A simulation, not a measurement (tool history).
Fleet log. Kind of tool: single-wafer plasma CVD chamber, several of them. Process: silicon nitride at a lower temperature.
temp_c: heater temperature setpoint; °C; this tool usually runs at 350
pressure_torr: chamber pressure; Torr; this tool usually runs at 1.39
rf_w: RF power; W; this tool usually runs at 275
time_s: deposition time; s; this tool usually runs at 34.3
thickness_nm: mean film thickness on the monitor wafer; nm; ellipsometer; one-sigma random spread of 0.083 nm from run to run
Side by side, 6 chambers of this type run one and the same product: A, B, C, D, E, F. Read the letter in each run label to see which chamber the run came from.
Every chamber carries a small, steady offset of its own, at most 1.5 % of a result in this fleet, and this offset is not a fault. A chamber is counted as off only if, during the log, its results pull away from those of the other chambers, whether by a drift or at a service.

run,hour,temp_c,pressure_torr,rf_w,time_s,"read-back reference wafer on the same gauge, thickness_nm",thickness_nm
# hour 2.0: chamber C: RF generator calibrated
1C,5.5,350,1.39,275,34.3,29.989,36.336
2B,11.4,350,1.39,275,34.3,29.986,36.247
# hour 13.7: chamber F: thermocouple changed; heater temperature recalibrated
3A,17.1,350,1.39,275,34.3,30.014,36.942
4E,22.4,350,1.39,275,34.3,30.006,36.238
5F,29.3,350,1.39,275,34.3,29.979,36.664
6D,33.7,350,1.39,300,27.7,30.004,31.367
7E,39.5,350,1.39,300,27.7,29.988,31.188
8C,47.9,350,1.39,300,27.7,30.000,31.026
9A,54.6,350,1.39,300,27.7,29.996,31.601
10D,63.7,350,1.39,300,27.7,30.000,31.409
11F,71.6,350,1.39,300,27.7,29.987,31.330
12B,77.7,350,1.39,275,34.3,30.009,36.341
# hour 82.6: chamber D: capacitance manometer re-zeroed and calibrated
13F,87.2,350,1.39,275,34.3,29.985,36.637
14A,96.0,350,1.39,275,34.3,30.014,36.947
15C,103.2,356,1.39,255,34.3,29.998,34.296
16E,109.8,356,1.39,255,34.3,30.011,34.357
17B,115.6,356,1.39,255,34.3,30.011,34.330
18D,123.6,356,1.39,255,34.3,29.995,34.608
19E,130.8,356,1.39,255,34.3,29.999,34.205
20C,135.2,356,1.39,255,34.3,29.996,34.410
21F,143.4,350,1.39,275,34.3,30.003,36.194
22A,151.2,350,1.39,275,34.3,30.020,36.852
23B,160.4,350,1.39,275,34.3,29.995,36.406
24D,168.6,350,1.39,275,34.3,29.985,36.602
25B,173.4,336,1.39,275,34.3,29.987,36.516
26D,178.9,336,1.39,275,34.3,30.001,36.756
27E,185.9,336,1.39,275,34.3,30.010,36.527
28F,194.9,336,1.39,275,34.3,29.978,36.174
29C,202.9,336,1.39,275,34.3,30.011,36.398
30A,207.5,336,1.39,275,34.3,30.002,37.059
31B,216.8,350,1.39,275,34.3,30.007,36.340
32C,223.0,350,1.39,275,34.3,30.004,36.278
33F,227.2,350,1.39,230,37.8,30.006,34.582
34A,233.9,350,1.39,230,37.8,29.992,35.857
35E,241.1,350,1.39,230,37.8,29.996,35.334
36D,247.1,350,1.39,230,37.8,30.007,35.524

Decide between three cases: one chamber stands off from its peers, the gauge reading all wafers drifts, or nothing is wrong past each chamber's small offset. Where a chamber is off, say which and what most likely put it there.

Chamber F drifts away from the others.
What lies behind it: delivered RF power below the setpoint (%) = 4.56.

Below are 4 candidate recipes for chamber F's next run, each the usual settings with a change, their results shown as question marks. Which of them brings F's results back in line with what the other chambers give on the usual settings?
Allowed miss from the other chambers' usual-settings mean, per result, to count as in line: thickness_nm 0.290 nm
37F-1,253.9,350,1.53,275,34.3,,?
37F-2,253.9,350,1.38,270,33.8,,?
37F-3,253.9,350,1.39,275,33.9,,?
37F-4,253.9,350,1.40,275,34.6,,?

What the other chambers average on the usual settings: thickness_nm 36.478 nm
run,thickness_nm
37F-1,36.431
37F-2,34.435
37F-3,35.051
37F-4,35.845
With 37F-1, the chamber falls back in line with the rest.
